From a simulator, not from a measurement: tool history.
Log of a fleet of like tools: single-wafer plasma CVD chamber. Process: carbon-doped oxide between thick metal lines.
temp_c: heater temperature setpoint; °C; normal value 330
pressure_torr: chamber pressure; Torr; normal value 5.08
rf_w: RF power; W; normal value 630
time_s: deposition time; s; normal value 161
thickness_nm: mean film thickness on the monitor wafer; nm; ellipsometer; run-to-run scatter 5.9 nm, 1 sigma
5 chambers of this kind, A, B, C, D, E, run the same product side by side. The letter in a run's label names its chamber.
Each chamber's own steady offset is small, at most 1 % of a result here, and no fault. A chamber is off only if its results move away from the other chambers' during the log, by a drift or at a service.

| run | hour | temp_c | pressure_torr | rf_w | time_s | hours since the last thermocouple change | hours since the last RF generator calibration | hours since the last manometer calibration | read-back reference wafer on the same gauge, thickness_nm | thickness_nm |
|---|---|---|---|---|---|---|---|---|---|---|
| 1C | 7.9 | 330 | 5.08 | 630 | 161 | 956.5 | 594.5 | 832.5 | 807.62 | 977.84 |
| 2B | 12.8 | 330 | 5.08 | 630 | 161 | 411.1 | 455.4 | 1396.2 | 808.16 | 986.7 |
| 3A | 20.5 | 330 | 5.08 | 630 | 161 | 1475.4 | 309.6 | 51.9 | 807.66 | 990.58 |
| 4E | 27.6 | 330 | 5.08 | 630 | 161 | 1825.8 | 715.3 | 789.2 | 807.52 | 988.42 |
| 5D | 35.6 | 330 | 5.08 | 630 | 161 | 1270.3 | 879.4 | 841.1 | 807.03 | 997.44 |
| 6A | 42.3 | 330 | 5.08 | 630 | 161 | 1497.2 | 331.4 | 73.7 | 809.08 | 990.79 |
| 7C | 48.8 | 330 | 4.47 | 630 | 161 | 997.4 | 635.4 | 873.4 | 809.71 | 963.9 |
| 8D | 52.5 | 330 | 4.47 | 630 | 161 | 1287.2 | 896.3 | 858 | 807.56 | 970.38 |
| 9E | 59.2 | 330 | 4.47 | 630 | 161 | 1857.4 | 746.9 | 820.8 | 806.48 | 968.01 |
| 10B | 67.2 | 330 | 4.47 | 630 | 161 | 465.5 | 509.8 | 1450.6 | 808.65 | 973.16 |
| 11A | 74.1 | 330 | 4.47 | 630 | 161 | 1529 | 363.2 | 105.5 | 808.01 | 964.08 |
| 12D | 82 | 330 | 5.08 | 630 | 161 | 1316.7 | 925.8 | 887.5 | 807.25 | 990.02 |
| 13B | 88.9 | 330 | 5.08 | 630 | 161 | 487.2 | 531.5 | 1472.3 | 809.12 | 981.33 |
| 14E | 93.9 | 330 | 5.08 | 630 | 161 | 1892.1 | 781.6 | 855.5 | 807.57 | 991.26 |
| 15C | 102.1 | 330 | 5.08 | 630 | 161 | 1050.7 | 688.7 | 926.7 | 808.24 | 985.55 |
| 16C | 109.3 | 330 | 5.08 | 630 | 161 | 1057.9 | 695.9 | 933.9 | 807.82 | 986.2 |
| 17D | 114 | 330 | 5.08 | 630 | 161 | 1348.7 | 957.8 | 919.5 | 808.8 | 989.35 |
| 18B | 121.6 | 330 | 5.08 | 630 | 161 | 519.9 | 564.2 | 1505 | 807.49 | 992.6 |
| 19E | 128.4 | 330 | 5.08 | 630 | 161 | 1926.6 | 816.1 | 890 | 807.42 | 982.53 |
| 20A | 135.2 | 330 | 5.08 | 630 | 161 | 1590.1 | 424.3 | 166.6 | 808.47 | 991.39 |
| 21C | 141.8 | 322 | 5.08 | 630 | 161 | 1090.4 | 728.4 | 966.4 | 807.16 | 1009.9 |
| 22E | 147 | 322 | 5.08 | 630 | 161 | 1945.2 | 834.7 | 908.6 | 808.28 | 998.31 |
| 23D | 152.6 | 322 | 5.08 | 630 | 161 | 1387.3 | 996.4 | 958.1 | 808.44 | 1002.2 |
| 24B | 160.2 | 322 | 5.08 | 630 | 161 | 558.5 | 602.8 | 1543.6 | 807.21 | 1015.9 |
| 25A | 165.8 | 322 | 5.08 | 630 | 161 | 1620.7 | 454.9 | 197.2 | 807.41 | 1025.1 |
|  | 169 | chamber D: thermocouple changed; heater temperature recalibrated |
| 26A | 170.6 | 330 | 5.08 | 630 | 161 | 1625.5 | 459.7 | 202 | 807.78 | 998.05 |
| 27B | 177.1 | 330 | 5.08 | 630 | 161 | 575.4 | 619.7 | 1560.5 | 807.65 | 992.79 |
| 28D | 182.4 | 330 | 5.08 | 630 | 161 | 13.4 | 1026.2 | 987.9 | 808.04 | 972.03 |
| 29C | 190.3 | 330 | 5.08 | 630 | 161 | 1138.9 | 776.9 | 1014.9 | 807.18 | 984.14 |
| 30E | 196.8 | 330 | 5.08 | 630 | 161 | 1995 | 884.5 | 958.4 | 806.62 | 969.26 |
| 31A | 204.5 | 330 | 5.08 | 630 | 161 | 1659.4 | 493.6 | 235.9 | 808.43 | 989.39 |
| 32E | 211 | 330 | 5.74 | 630 | 161 | 2009.2 | 898.7 | 972.6 | 808.1 | 1004.7 |
| 33D | 217.8 | 330 | 5.74 | 630 | 161 | 48.8 | 1061.6 | 1023.3 | 808.15 | 970.25 |
| 34B | 224.1 | 330 | 5.74 | 630 | 161 | 622.4 | 666.7 | 1607.5 | 806.61 | 1016.6 |
| 35C | 230.4 | 330 | 5.74 | 630 | 161 | 1179 | 817 | 1055 | 808.41 | 1004.1 |
| 36E | 237.7 | 330 | 5.74 | 630 | 161 | 2035.9 | 925.4 | 999.3 | 808.23 | 997.24 |

All 5 chambers run these settings next. Forecast each chamber's results:
| 37A | 243.6 | 330 | 5.08 | 630 | 161 |  |  |  |  | ? |
| 37B | 243.6 | 330 | 5.08 | 630 | 161 |  |  |  |  | ? |
| 37C | 243.6 | 330 | 5.08 | 630 | 161 |  |  |  |  | ? |
| 37D | 243.6 | 330 | 5.08 | 630 | 161 |  |  |  |  | ? |
| 37E | 243.6 | 330 | 5.08 | 630 | 161 |  |  |  |  | ? |

| run | thickness_nm |
|---|---|
| 37A | 1002.5 |
| 37B | 989.79 |
| 37C | 995.8 |
| 37D | 954.25 |
| 37E | 975.77 |

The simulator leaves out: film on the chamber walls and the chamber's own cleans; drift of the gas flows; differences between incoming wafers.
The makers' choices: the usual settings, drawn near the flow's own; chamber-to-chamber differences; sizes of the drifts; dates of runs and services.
